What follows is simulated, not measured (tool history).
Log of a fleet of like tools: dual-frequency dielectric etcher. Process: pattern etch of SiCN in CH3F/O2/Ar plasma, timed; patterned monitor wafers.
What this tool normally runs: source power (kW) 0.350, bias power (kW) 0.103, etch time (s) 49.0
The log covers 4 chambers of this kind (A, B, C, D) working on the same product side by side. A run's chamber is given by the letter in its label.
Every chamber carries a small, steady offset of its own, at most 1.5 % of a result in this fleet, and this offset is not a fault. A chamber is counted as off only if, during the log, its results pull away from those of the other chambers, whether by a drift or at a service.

run   hour  source power (kW)  bias power (kW)  etch time (s)  read-back reference wafer on the same gauge, depth_nm  mean etch depth across the wafer (angstrom)
 1D    3.4              0.350            0.103           49.0                                                 22.400                                       200.39
 2A    8.9              0.350            0.103           49.0                                                 22.411                                       201.95
 3B   13.1              0.350            0.103           49.0                                                 22.404                                       200.79
 4C   17.6              0.350            0.103           49.0                                                 22.407                                       201.40
 5D   21.0              0.350            0.120           49.0                                                 22.409                                       212.84
 6C   24.9              0.350            0.120           49.0                                                 22.406                                       213.67
 7B   28.9              0.350            0.120           49.0                                                 22.387                                       213.50
 8A   34.1              0.350            0.120           49.0                                                 22.383                                       213.89
 9D   39.7              0.350            0.103           49.0                                                 22.399                                       200.71
10A   43.3              0.350            0.103           49.0                                                 22.407                                       201.11
11C   47.5              0.350            0.103           55.0                                                 22.408                                       225.36
12B   50.3              0.350            0.103           55.0                                                 22.393                                       225.80
13C   54.0              0.350            0.103           55.0                                                 22.393                                       226.02
14B   57.9              0.350            0.103           55.0                                                 22.383                                       226.07
15A   61.2              0.350            0.103           49.0                                                 22.392                                       202.17
16D   63.9              0.350            0.103           49.0                                                 22.406                                       200.67
17C   69.4              0.350            0.103           49.0                                                 22.409                                       201.20
      70.8  -- chamber A: wet clean of the chamber
18B   75.6              0.350            0.103           49.0                                                 22.398                                       201.06
19D   78.9              0.350            0.103           49.0                                                 22.395                                       201.62
20A   82.0              0.350            0.103           49.0                                                 22.396                                       201.65
      84.5  -- chamber D: wet clean of the chamber
21B   85.1              0.350            0.103           49.0                                                 22.402                                       200.82
22D   89.7              0.350            0.103           49.0                                                 22.409                                       201.24
      92.4  -- chamber B: wet clean of the chamber
23C   92.9              0.290            0.103           59.0                                                 22.399                                       226.11
24A   98.5              0.290            0.103           59.0                                                 22.389                                       226.41
     104.4  -- chamber C: wet clean of the chamber
25C  104.5              0.290            0.103           59.0                                                 22.381                                       227.06
26A  109.7              0.290            0.103           59.0                                                 22.391                                       226.55
27D  114.6              0.400            0.123           49.0                                                 22.403                                       225.75
28B  118.1              0.400            0.123           49.0                                                 22.401                                       225.97
29B  123.2              0.400            0.123           49.0                                                 22.397                                       225.54
30A  128.3              0.400            0.123           49.0                                                 22.397                                       226.44
31C  132.2              0.350            0.103           49.0                                                 22.410                                       201.00
32D  135.1              0.350            0.103           49.0                                                 22.406                                       200.72
33B  140.8              0.270            0.103           62.5                                                 22.404                                       232.41
34D  145.3              0.270            0.103           62.5                                                 22.407                                       233.02
35C  149.3              0.270            0.103           62.5                                                 22.398                                       233.42

For the next run the whole fleet of 4 chambers uses the same settings. Give each chamber's results:
36A  153.8              0.350            0.103           42.5                                                                                                   ?
36B  153.8              0.350            0.103           42.5                                                                                                   ?
36C  153.8              0.350            0.103           42.5                                                                                                   ?
36D  153.8              0.350            0.103           42.5                                                                                                   ?

run  mean etch depth across the wafer (angstrom)
36A                                       175.21
36B                                       174.96
36C                                       175.34
36D                                       174.58
